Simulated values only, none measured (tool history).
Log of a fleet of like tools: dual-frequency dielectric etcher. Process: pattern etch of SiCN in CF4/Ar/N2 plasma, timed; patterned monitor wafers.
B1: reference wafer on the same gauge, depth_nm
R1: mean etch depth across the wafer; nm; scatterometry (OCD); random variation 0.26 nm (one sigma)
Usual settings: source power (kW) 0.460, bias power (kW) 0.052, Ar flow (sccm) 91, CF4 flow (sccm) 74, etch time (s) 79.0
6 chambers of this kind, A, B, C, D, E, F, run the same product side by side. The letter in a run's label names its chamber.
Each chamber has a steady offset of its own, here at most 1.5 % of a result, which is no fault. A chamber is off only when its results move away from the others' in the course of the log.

Run 1B, hour 4.2: usual settings; B1 64.870. Result: R1 63.966 nm.
Run 2F, hour 8.0: usual settings; B1 64.901. Result: R1 63.174 nm.
Run 3E, hour 12.4: usual settings; B1 64.877. Result: R1 63.709 nm.
Run 4D, hour 18.3: usual settings; B1 64.869. Result: R1 64.590 nm.
Run 5A, hour 22.2: usual settings but source power (kW) 0.520, Ar flow (sccm) 107; B1 65.016. Result: R1 69.811 nm.
At hour 25.2: chamber F: wet clean of the chamber.
Run 6C, hour 29.8: usual settings but source power (kW) 0.520, Ar flow (sccm) 107; B1 64.854. Result: R1 68.929 nm.
Run 7B, hour 37.4: usual settings but source power (kW) 0.520, Ar flow (sccm) 107; B1 64.861. Result: R1 69.706 nm.
Run 8C, hour 44.2: usual settings but source power (kW) 0.520, Ar flow (sccm) 107; B1 64.870. Result: R1 69.248 nm.
Run 9A, hour 52.0: usual settings but source power (kW) 0.520, Ar flow (sccm) 107; B1 64.916. Result: R1 69.366 nm.
Run 10F, hour 57.8: usual settings but source power (kW) 0.520, Ar flow (sccm) 107; B1 64.908. Result: R1 69.177 nm.
Run 11E, hour 65.6: usual settings; B1 64.841. Result: R1 63.803 nm.
Run 12D, hour 69.8: usual settings; B1 64.947. Result: R1 64.220 nm.
At hour 72.4: chamber E: wet clean of the chamber.
Run 13F, hour 77.6: usual settings; B1 64.961. Result: R1 63.580 nm.
Run 14B, hour 82.2: usual settings; B1 64.830. Result: R1 64.013 nm.
Run 15C, hour 88.3: usual settings; B1 64.918. Result: R1 64.161 nm.
Run 16E, hour 92.1: usual settings; B1 64.946. Result: R1 67.176 nm.
Run 17D, hour 98.4: usual settings but CF4 flow (sccm) 63, etch time (s) 58.5; B1 64.924. Result: R1 46.318 nm.
Run 18A, hour 105.8: usual settings but CF4 flow (sccm) 63, etch time (s) 58.5; B1 64.897. Result: R1 46.299 nm.
Run 19A, hour 110.6: usual settings but CF4 flow (sccm) 63, etch time (s) 58.5; B1 64.877. Result: R1 46.418 nm.
Run 20E, hour 115.6: usual settings but CF4 flow (sccm) 63, etch time (s) 58.5; B1 64.901. Result: R1 48.289 nm.
Run 21D, hour 119.9: usual settings but CF4 flow (sccm) 63, etch time (s) 58.5; B1 64.945. Result: R1 46.104 nm.
At hour 123.7: chamber B: Ar flow controller replaced.
Run 22C, hour 127.2: usual settings but CF4 flow (sccm) 63, etch time (s) 58.5; B1 64.844. Result: R1 45.998 nm.
Run 23B, hour 133.0: usual settings; B1 64.868. Result: R1 63.448 nm.
Run 24F, hour 137.7: usual settings but Ar flow (sccm) 82; B1 64.990. Result: R1 64.853 nm.
Run 25C, hour 141.6: usual settings but Ar flow (sccm) 82; B1 64.891. Result: R1 64.700 nm.
Run 26B, hour 145.5: usual settings but Ar flow (sccm) 82; B1 64.810. Result: R1 64.607 nm.
Run 27A, hour 152.4: usual settings but Ar flow (sccm) 82; B1 64.896. Result: R1 65.657 nm.
Run 28F, hour 157.2: usual settings but Ar flow (sccm) 82; B1 64.887. Result: R1 64.327 nm.
Run 29E, hour 163.5: usual settings but Ar flow (sccm) 82; B1 64.947. Result: R1 68.501 nm.
Run 30D, hour 169.4: usual settings; B1 64.837. Result: R1 64.504 nm.
Run 31C, hour 176.0: usual settings; B1 64.880. Result: R1 64.065 nm.
Run 32E, hour 183.5: usual settings; B1 64.916. Result: R1 67.409 nm.
Run 33A, hour 187.5: usual settings; B1 64.875. Result: R1 64.568 nm.
Run 34B, hour 193.1: usual settings; B1 64.913. Result: R1 64.084 nm.
Run 35F, hour 199.9: usual settings; B1 64.892. Result: R1 63.757 nm.
Run 36D, hour 207.9: usual settings but Ar flow (sccm) 81, CF4 flow (sccm) 87; B1 64.959. Result: R1 66.898 nm.
Run 37B, hour 211.6: usual settings but Ar flow (sccm) 81, CF4 flow (sccm) 87; B1 64.860. Result: R1 66.740 nm.

All 6 chambers run these settings next. Forecast each chamber's results:
Run 38A, hour 217.4: usual settings. Result: R1 ?.
Run 38B, hour 217.4: usual settings. Result: R1 ?.
Run 38C, hour 217.4: usual settings. Result: R1 ?.
Run 38D, hour 217.4: usual settings. Result: R1 ?.
Run 38E, hour 217.4: usual settings. Result: R1 ?.
Run 38F, hour 217.4: usual settings. Result: R1 ?.

run      R1
38A  64.527
38B  63.790
38C  63.712
38D  64.074
38E  66.979
38F  63.785

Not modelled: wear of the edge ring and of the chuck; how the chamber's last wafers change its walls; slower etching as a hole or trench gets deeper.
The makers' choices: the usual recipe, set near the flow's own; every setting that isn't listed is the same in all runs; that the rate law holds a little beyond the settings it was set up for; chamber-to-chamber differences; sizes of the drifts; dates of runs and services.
